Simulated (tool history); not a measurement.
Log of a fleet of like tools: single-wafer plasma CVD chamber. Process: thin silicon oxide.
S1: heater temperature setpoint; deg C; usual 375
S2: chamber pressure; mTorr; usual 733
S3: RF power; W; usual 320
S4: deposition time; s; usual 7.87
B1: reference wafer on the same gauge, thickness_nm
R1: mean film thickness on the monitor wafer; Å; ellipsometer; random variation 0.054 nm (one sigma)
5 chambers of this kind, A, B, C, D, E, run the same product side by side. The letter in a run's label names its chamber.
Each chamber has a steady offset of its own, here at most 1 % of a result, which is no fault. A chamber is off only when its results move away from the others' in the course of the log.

run	hour	S1	S2	S3	S4	B1	R1
1E	8.8	375	733	320	7.87	11.896	139.81
2D	20.0	375	733	320	7.87	11.896	137.55
3A	30.0	375	733	320	7.87	11.897	140.37
4B	40.1	375	733	320	7.87	11.898	138.12
# hour 45.0: chamber C: thermocouple changed; heater temperature recalibrated
5C	48.7	375	733	320	7.87	11.888	137.28
6D	60.0	375	733	320	7.87	11.890	137.56
7B	69.8	375	733	320	7.87	11.908	138.82
8C	77.9	375	733	320	7.87	11.904	137.77
9E	88.0	375	733	320	7.87	11.898	138.65
10A	93.1	375	733	320	7.87	11.891	139.31
11C	104.4	375	733	320	7.87	11.905	137.63
12B	115.8	375	733	320	7.87	11.897	137.86
# hour 116.8: chamber D: capacitance manometer re-zeroed and calibrated
13A	124.3	375	733	320	7.87	11.904	140.89
14E	131.7	375	733	320	7.87	11.899	139.47
15D	140.2	375	733	320	7.87	11.905	137.74
16D	148.3	375	733	320	6.39	11.920	112.86
17C	154.7	375	733	320	6.39	11.900	110.99
18A	163.7	375	733	320	6.39	11.900	113.88
19E	172.1	375	733	320	6.39	11.900	113.08
20B	180.6	375	733	320	6.39	11.900	112.41
21B	192.4	375	733	320	7.87	11.899	138.43
22A	201.7	375	733	320	7.87	11.902	139.28
23C	211.6	375	733	320	7.87	11.903	138.01
24D	222.2	375	733	320	7.87	11.917	137.36
25E	233.7	375	733	320	7.87	11.897	139.28
26C	239.4	375	733	320	7.87	11.908	137.59
27E	245.3	375	733	320	7.87	11.889	138.60
28D	252.9	375	878	320	7.87	11.895	163.15
29B	260.0	375	878	320	7.87	11.903	163.20
30A	265.9	375	878	320	7.87	11.904	165.52
31B	275.4	375	878	320	7.87	11.894	164.05
32E	283.2	375	878	320	7.87	11.902	164.10

All 5 chambers run these settings next. Forecast each chamber's results:
33A	291.7	375	733	320	8.79		?
33B	291.7	375	733	320	8.79		?
33C	291.7	375	733	320	8.79		?
33D	291.7	375	733	320	8.79		?
33E	291.7	375	733	320	8.79		?

run	R1
33A	156.94
33B	155.18
33C	153.11
33D	154.37
33E	155.48
